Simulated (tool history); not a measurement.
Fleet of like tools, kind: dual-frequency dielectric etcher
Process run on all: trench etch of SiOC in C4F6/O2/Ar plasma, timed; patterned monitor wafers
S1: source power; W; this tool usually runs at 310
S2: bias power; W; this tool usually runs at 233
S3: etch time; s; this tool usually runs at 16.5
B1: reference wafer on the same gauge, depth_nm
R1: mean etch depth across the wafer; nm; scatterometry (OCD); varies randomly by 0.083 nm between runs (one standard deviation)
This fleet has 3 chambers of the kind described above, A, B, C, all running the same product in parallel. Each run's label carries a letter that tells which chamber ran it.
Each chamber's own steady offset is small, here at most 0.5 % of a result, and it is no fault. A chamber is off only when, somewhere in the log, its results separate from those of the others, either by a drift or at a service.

run    day   S1   S2    S3      B1      R1
 1C  0.133  310  233  16.5  35.224   33.81
 2B  0.312  310  233  16.5  35.191  33.895
 3A  0.417  310  233  16.5  35.196  33.735
 4B  0.567  310  233  16.5  35.205   33.83
 5C  0.717  280  280  16.5  35.221  34.629
 6A   0.85  280  280  16.5  35.215  34.544
 7B  1.017  280  280  16.5  35.213  34.633
     1.046  -- chamber C: wet clean of the chamber
 8A  1.183  310  233  16.5  35.189  33.751
 9C   1.35  310  233  16.5  35.193  33.856
10A    1.5  310  233  16.5  35.203  33.732
11C  1.629  310  233  16.5  35.195  33.845
12B  1.742  310  233  16.5  35.199  33.893
13B  1.838  310  233  16.5  35.194  33.934
14A  1.925  310  233  16.5  35.201  33.852
15C  2.054  310  233  16.5  35.193  33.792
16A  2.225  280  194  16.5  35.198  30.572
17B  2.379  280  194  16.5  35.197  30.522
18C  2.571  280  194  16.5  35.201  30.666
19B  2.746  310  233  16.5  35.194  33.779
20C  2.871  260  233  18.5  35.169  35.393
21A  3.042  260  233  18.5  35.216  35.362
22B   3.15  260  233  18.5  35.196  35.448
23C  3.342  310  233  16.5  35.189  33.747
24A  3.446  310  233  16.5    35.2  33.693
25A  3.579  310  233  16.5  35.195   33.74
26B  3.721  310  233  16.5  35.184  33.849
27C  3.838  310  233  16.5  35.195  33.879
28B  3.946  310  233  16.5  35.197  33.876
29C  4.042  310  233  16.5  35.201  33.655
30A  4.167  310  233  16.5  35.194   33.73
31B  4.333  340  270  16.5  35.211  36.942

Next, all 3 chambers run the settings below, one line each with question marks for the results. What does each chamber give?
32A  4.471  310  233  16.5       ?
32B  4.471  310  233  16.5       ?
32C  4.471  310  233  16.5       ?

run      R1
32A  33.896
32B  33.841
32C   33.82

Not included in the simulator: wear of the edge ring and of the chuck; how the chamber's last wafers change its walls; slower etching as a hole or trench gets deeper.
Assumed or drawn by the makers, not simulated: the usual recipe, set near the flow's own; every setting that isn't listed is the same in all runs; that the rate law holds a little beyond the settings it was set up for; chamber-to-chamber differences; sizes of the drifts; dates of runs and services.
